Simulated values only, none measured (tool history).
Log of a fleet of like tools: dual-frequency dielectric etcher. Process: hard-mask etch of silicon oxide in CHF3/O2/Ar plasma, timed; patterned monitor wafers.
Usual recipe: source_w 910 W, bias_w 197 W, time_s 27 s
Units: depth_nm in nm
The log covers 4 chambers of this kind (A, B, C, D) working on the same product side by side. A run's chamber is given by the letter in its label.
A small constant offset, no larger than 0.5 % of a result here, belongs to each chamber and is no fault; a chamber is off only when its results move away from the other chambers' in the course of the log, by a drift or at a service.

run	hour	source_w	bias_w	time_s	read-back reference wafer on the same gauge, depth_nm	depth_nm
1C	7.3	910	197	27	59.492	64.674
2B	11.3	910	197	27	59.49	64.471
# hour 12.8: chamber A: bias power generator calibrated
3A	17.4	910	197	27	59.517	64.707
4D	24.9	910	197	27	59.514	64.027
5D	32.7	910	197	27	59.509	64.033
6A	40.1	910	197	27	59.526	64.667
7B	46.3	910	197	27	59.521	64.435
8C	53	910	153	27	59.493	59.498
9C	59.4	910	153	27	59.483	59.367
10D	67.7	910	153	27	59.496	58.902
# hour 72.2: chamber D: source power generator calibrated
11B	73.9	910	153	27	59.518	59.396
12A	78.7	910	197	27	59.535	64.728
13D	87.4	910	197	27	59.504	64.31
14B	91.9	910	197	27	59.497	64.682
15A	98.5	910	175	34.5	59.458	79.704
16C	103.1	910	175	34.5	59.526	79.546
17C	108.3	910	175	34.5	59.513	79.14
18A	113.2	910	175	34.5	59.489	79.36
19B	120.6	910	197	27	59.497	64.81
20D	128.8	910	197	27	59.495	64.001
21D	132.7	730	197	27	59.517	58.832
22B	137.6	730	197	27	59.531	59.388
23A	142.4	730	197	27	59.508	59.531
# hour 150: chamber B: wet clean of the chamber
24C	150.9	730	197	27	59.477	59.405
25C	157.4	910	244	27	59.496	69.321
# hour 157.7: chamber D: wet clean of the chamber
26A	161.7	910	244	27	59.55	69.487
27D	166.9	910	244	27	59.478	69.243
28B	175.2	910	244	27	59.48	69.571
29B	179.9	910	197	27	59.488	64.923
30D	185.5	910	197	27	59.496	64.214
31C	190.1	910	197	27	59.497	64.538
32A	198.9	910	197	27	59.486	65.01
33C	202.9	910	197	27	59.506	64.463
34A	207.1	910	197	27	59.489	64.812
35D	214.6	910	197	27	59.528	64.103
# hour 216.3: chamber A: wet clean of the chamber
36B	220.1	910	197	27	59.478	64.555
37A	225.5	910	197	27	59.494	64.98
38B	231.7	1010	197	27	59.465	67.002
39C	238.7	1010	197	27	59.512	67.189
40D	244.5	1010	197	27	59.48	66.984
41C	252.2	1010	197	27	59.504	67.077

Next, all 4 chambers run the settings below, one line each with question marks for the results. What does each chamber give?
42A	258.6	910	197	24.5		?
42B	258.6	910	197	24.5		?
42C	258.6	910	197	24.5		?
42D	258.6	910	197	24.5		?

run	depth_nm
42A	58.699
42B	58.562
42C	58.489
42D	58.361
